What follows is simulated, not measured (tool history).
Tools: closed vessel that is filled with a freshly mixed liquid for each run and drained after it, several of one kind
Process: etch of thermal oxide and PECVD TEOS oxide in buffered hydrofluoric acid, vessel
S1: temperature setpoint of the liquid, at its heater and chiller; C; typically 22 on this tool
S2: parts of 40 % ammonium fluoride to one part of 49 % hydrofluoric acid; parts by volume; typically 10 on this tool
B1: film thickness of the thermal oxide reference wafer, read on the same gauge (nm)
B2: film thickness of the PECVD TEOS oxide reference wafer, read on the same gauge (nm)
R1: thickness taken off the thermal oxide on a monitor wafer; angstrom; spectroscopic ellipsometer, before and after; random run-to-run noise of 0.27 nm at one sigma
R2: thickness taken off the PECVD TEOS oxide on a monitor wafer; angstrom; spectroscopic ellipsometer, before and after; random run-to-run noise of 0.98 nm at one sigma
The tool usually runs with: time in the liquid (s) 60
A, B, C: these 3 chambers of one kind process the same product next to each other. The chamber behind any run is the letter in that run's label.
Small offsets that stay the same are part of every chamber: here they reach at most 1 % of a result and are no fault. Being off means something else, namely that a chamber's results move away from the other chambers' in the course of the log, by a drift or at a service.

run 1B hour=3.2 | S1=22 S2=10 time_in_the_liquid_(s)=60 | B1=149.99 B2=49.959 | R1=645.25 R2=1952
run 2A hour=7.6 | S1=22 S2=10 time_in_the_liquid_(s)=60 | B1=149.98 B2=49.992 | R1=641.46 R2=1953.6
run 3C hour=11.1 | S1=22 S2=10 time_in_the_liquid_(s)=60 | B1=150.01 B2=49.963 | R1=635.31 R2=1966.1
run 4B hour=13.8 | S1=22 S2=10 time_in_the_liquid_(s)=60 | B1=150.02 B2=49.992 | R1=640.62 R2=1967.1
run 5C hour=16.6 | S1=22 S2=10 time_in_the_liquid_(s)=60 | B1=150 B2=49.975 | R1=638.86 R2=1979.1
run 6A hour=20.2 | S1=22 S2=10 time_in_the_liquid_(s)=60 | B1=150.04 B2=50.03 | R1=641.79 R2=1963.1
run 7C hour=23 | S1=22 S2=10 time_in_the_liquid_(s)=60 | B1=150.01 B2=50.007 | R1=642.35 R2=1970.4
run 8A hour=26.5 | S1=22 S2=10 time_in_the_liquid_(s)=60 | B1=150.01 B2=50.001 | R1=642.64 R2=1955.9
run 9B hour=30.2 | S1=22 S2=12 time_in_the_liquid_(s)=85 | B1=149.99 B2=50.002 | R1=761.73 R2=2310.5
run 10A hour=33.4 | S1=22 S2=12 time_in_the_liquid_(s)=85 | B1=150 B2=49.975 | R1=763.81 R2=2317.9
run 11B hour=36.1 | S1=22 S2=12 time_in_the_liquid_(s)=85 | B1=150.02 B2=49.971 | R1=762.28 R2=2330.5
run 12C hour=40.5 | S1=22 S2=10 time_in_the_liquid_(s)=60 | B1=150.04 B2=49.977 | R1=638.49 R2=1971
run 13B hour=43.1 | S1=22 S2=10 time_in_the_liquid_(s)=60 | B1=149.99 B2=50.007 | R1=642.04 R2=1964.5
run 14C hour=46.6 | S1=22 S2=10 time_in_the_liquid_(s)=60 | B1=150 B2=49.99 | R1=636.67 R2=1949.7
run 15A hour=48.5 | S1=22 S2=10 time_in_the_liquid_(s)=60 | B1=150.01 B2=50.016 | R1=645.64 R2=1945.5
run 16A hour=50.8 | S1=22 S2=10 time_in_the_liquid_(s)=60 | B1=150 B2=50.025 | R1=640.74 R2=1958.4
run 17B hour=54.5 | S1=22 S2=10 time_in_the_liquid_(s)=60 | B1=149.99 B2=50.025 | R1=642.43 R2=1961.1
run 18C hour=57.9 | S1=22 S2=10 time_in_the_liquid_(s)=60 | B1=149.97 B2=49.994 | R1=639.92 R2=1960.9
run 19C hour=62 | S1=22 S2=10 time_in_the_liquid_(s)=60 | B1=149.97 B2=49.984 | R1=646.26 R2=1948.3
run 20A hour=66.4 | S1=22 S2=10 time_in_the_liquid_(s)=60 | B1=150.01 B2=49.951 | R1=642.07 R2=1957.1
run 21B hour=70.5 | S1=22 S2=10 time_in_the_liquid_(s)=60 | B1=149.97 B2=50 | R1=647.99 R2=1961.2
run 22B hour=73.9 | S1=22 S2=10 time_in_the_liquid_(s)=60 | B1=150.02 B2=49.989 | R1=643.01 R2=1958.2
run 23C hour=78.4 | S1=22 S2=10 time_in_the_liquid_(s)=45 | B1=150.03 B2=50.032 | R1=480.58 R2=1468.7
run 24A hour=80.8 | S1=22 S2=10 time_in_the_liquid_(s)=45 | B1=150 B2=49.992 | R1=480.01 R2=1473.2
run 25A hour=83.6 | S1=22 S2=10 time_in_the_liquid_(s)=45 | B1=149.97 B2=49.986 | R1=480.88 R2=1471
run 26B hour=87.6 | S1=22 S2=10 time_in_the_liquid_(s)=60 | B1=149.99 B2=50.01 | R1=641.73 R2=1949.5
run 27C hour=90.1 | S1=22 S2=10 time_in_the_liquid_(s)=60 | B1=150 B2=50.026 | R1=637.16 R2=1975.8
run 28C hour=93.4 | S1=22 S2=10 time_in_the_liquid_(s)=60 | B1=150 B2=49.996 | R1=642.2 R2=1955.3
run 29A hour=96 | S1=22 S2=10 time_in_the_liquid_(s)=60 | B1=150.02 B2=49.982 | R1=641.27 R2=1983.5
run 30B hour=98.9 | S1=22 S2=10 time_in_the_liquid_(s)=60 | B1=149.97 B2=50.015 | R1=645.36 R2=1955.7
run 31C hour=101.1 | S1=22 S2=10 time_in_the_liquid_(s)=60 | B1=150.04 B2=49.999 | R1=636.84 R2=1975.2
run 32A hour=105.4 | S1=22 S2=10 time_in_the_liquid_(s)=60 | B1=149.99 B2=49.973 | R1=641.93 R2=1956.1
run 33B hour=108.2 | S1=22 S2=10 time_in_the_liquid_(s)=60 | B1=149.98 B2=49.989 | R1=646.6 R2=1950.6
run 34C hour=110.7 | S1=22 S2=10 time_in_the_liquid_(s)=60 | B1=150.03 B2=49.981 | R1=632.43 R2=1951.4
run 35A hour=114.4 | S1=22 S2=10 time_in_the_liquid_(s)=60 | B1=150.02 B2=50.034 | R1=644.24 R2=1971.2

What goes on in this fleet: one chamber off, a drifting gauge, or nothing beyond the chambers' own small offsets? Name the chamber and the cause, if any.

No chamber is off and the gauge is stable; the differences are just each chamber's small, constant offset.
